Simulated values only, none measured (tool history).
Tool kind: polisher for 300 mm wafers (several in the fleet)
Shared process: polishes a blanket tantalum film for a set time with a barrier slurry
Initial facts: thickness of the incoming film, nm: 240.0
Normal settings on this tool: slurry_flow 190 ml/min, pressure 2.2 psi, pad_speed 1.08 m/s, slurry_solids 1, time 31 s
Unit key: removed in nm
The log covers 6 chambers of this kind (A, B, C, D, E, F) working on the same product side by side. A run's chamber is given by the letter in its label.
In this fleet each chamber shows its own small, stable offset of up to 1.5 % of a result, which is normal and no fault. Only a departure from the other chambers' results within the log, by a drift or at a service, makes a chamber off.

run   hour  slurry_flow  pressure  pad_speed  slurry_solids  time  removed
 1C   13.4          190       2.2       1.08              1    31   65.791
      14.6  -- chamber B: head pressure recalibrated
      18.8  -- chamber F: slurry nozzle cleaned
 2A   23.6          190       2.2       1.08              1    31   65.635
      24.7  -- chamber A: slurry nozzle cleaned
      25.6  -- chamber A: slurry blender recalibrated
      35.5  -- chamber F: worn pad replaced by a new one
 3B   36.7          190       2.2       1.08              1    31   65.219
 4D   47.6          190       2.2       1.08              1    31   64.896
 5E   58.1          190       2.2       1.08              1    31   64.186
      59.7  -- chamber C: worn pad replaced by a new one
      64.6  -- chamber B: slurry nozzle cleaned
 6F   66.1          190       2.2       1.08              1    31   65.154
      70.6  -- chamber A: worn pad replaced by a new one
 7D   76.7          190       1.5       1.08              1    31   44.326
      78.8  -- chamber D: worn pad replaced by a new one
      79.5  -- chamber E: worn pad replaced by a new one
 8F   85.8          190       1.5       1.08              1    31   45.479
 9C   96.1          190       1.5       1.08              1    31   44.404
     108.5  -- chamber E: slurry blender recalibrated
10A  111.8          190       1.5       1.08              1    31   44.660
11E  120.1          190       1.5       1.08              1    31   44.453
     130.8  -- chamber F: worn pad replaced by a new one
12B  136.0          190       1.5       1.08              1    31   44.767
13D  151.9          190       2.2       1.08              1    31   65.662
14B  167.4          190       2.2       1.08              1    31   65.655
     169.4  -- chamber C: worn pad replaced by a new one
     170.9  -- chamber D: worn pad replaced by a new one
     174.7  -- chamber A: worn pad replaced by a new one
     180.6  -- chamber B: slurry blender recalibrated
15A  182.1          190       2.2       1.08              1    31   64.926
     192.1  -- chamber D: slurry nozzle cleaned
     192.8  -- chamber E: worn pad replaced by a new one
16E  197.6          190       2.2       1.08              1    31   65.046
17F  210.7          190       2.2       1.08              1    31   66.467
     212.8  -- chamber F: slurry blender recalibrated
18C  220.7          190       2.2       1.08              1    27   56.876
19D  229.5          190       2.2       1.08              1    27   57.074
     236.6  -- chamber F: worn pad replaced by a new one
20B  237.7          190       2.2       1.08              1    27   56.953
     240.0  -- chamber A: head pressure recalibrated
21F  249.8          190       2.2       1.08              1    27   57.121
     255.6  -- chamber D: slurry blender recalibrated
22A  263.7          190       2.2       1.08              1    27   56.101
     269.2  -- chamber A: worn pad replaced by a new one
     270.8  -- chamber C: worn pad replaced by a new one
23E  271.2          190       2.2       1.08              1    27   56.448
     282.8  -- chamber D: worn pad replaced by a new one
24C  283.4          190       2.2       1.08              1    31   65.002
     297.0  -- chamber E: worn pad replaced by a new one
25E  297.2          190       2.2       1.08              1    31   64.831
26F  312.0          190       2.2       1.08              1    31   65.499
     319.7  -- chamber C: slurry nozzle cleaned
27B  320.6          190       2.2       1.08              1    31   64.474
28D  329.9          190       2.2       1.08              1    31   64.347
     340.4  -- chamber E: head pressure recalibrated
29A  343.2          190       2.2       1.08              1    31   64.898
     348.9  -- chamber F: worn pad replaced by a new one
     354.8  -- chamber D: head pressure recalibrated
     355.3  -- chamber A: slurry blender recalibrated
     356.0  -- chamber C: slurry blender recalibrated
30C  356.3          190       2.2       1.08              1    31   65.959
31F  369.3          190       2.2       1.44              1    31   87.299
     373.2  -- chamber A: worn pad replaced by a new one
32A  378.7          190       2.2       1.44              1    31   86.695
     386.3  -- chamber E: worn pad replaced by a new one
     386.3  -- chamber D: worn pad replaced by a new one
     388.4  -- chamber C: worn pad replaced by a new one
33E  394.3          190       2.2       1.44              1    31   86.363
34D  401.7          190       2.2       1.44              1    31   87.124
35B  416.9          190       2.2       1.44              1    31   84.242
36C  426.5          190       2.2       1.44              1    31   86.577
     432.5  -- chamber D: slurry nozzle cleaned
37B  438.6          130       2.2       1.38              1    31   75.319
     453.1  -- chamber F: worn pad replaced by a new one
38E  453.2          130       2.2       1.38              1    31   77.232
39F  461.5          130       2.2       1.38              1    31   78.372
40A  477.5          130       2.2       1.38              1    31   78.994
     480.4  -- chamber D: worn pad replaced by a new one
41C  487.5          130       2.2       1.38              1    31   79.185
42D  499.3          130       2.2       1.38              1    31   77.852

All 6 chambers run these settings next. Forecast each chamber's results:
43A  511.3          190       2.9       1.08              1    31        ?
43B  511.3          190       2.9       1.08              1    31        ?
43C  511.3          190       2.9       1.08              1    31        ?
43D  511.3          190       2.9       1.08              1    31        ?
43E  511.3          190       2.9       1.08              1    31        ?
43F  511.3          190       2.9       1.08              1    31        ?

run  removed
43A   87.207
43B   80.644
43C   86.664
43D   86.320
43E   83.525
43F   85.249

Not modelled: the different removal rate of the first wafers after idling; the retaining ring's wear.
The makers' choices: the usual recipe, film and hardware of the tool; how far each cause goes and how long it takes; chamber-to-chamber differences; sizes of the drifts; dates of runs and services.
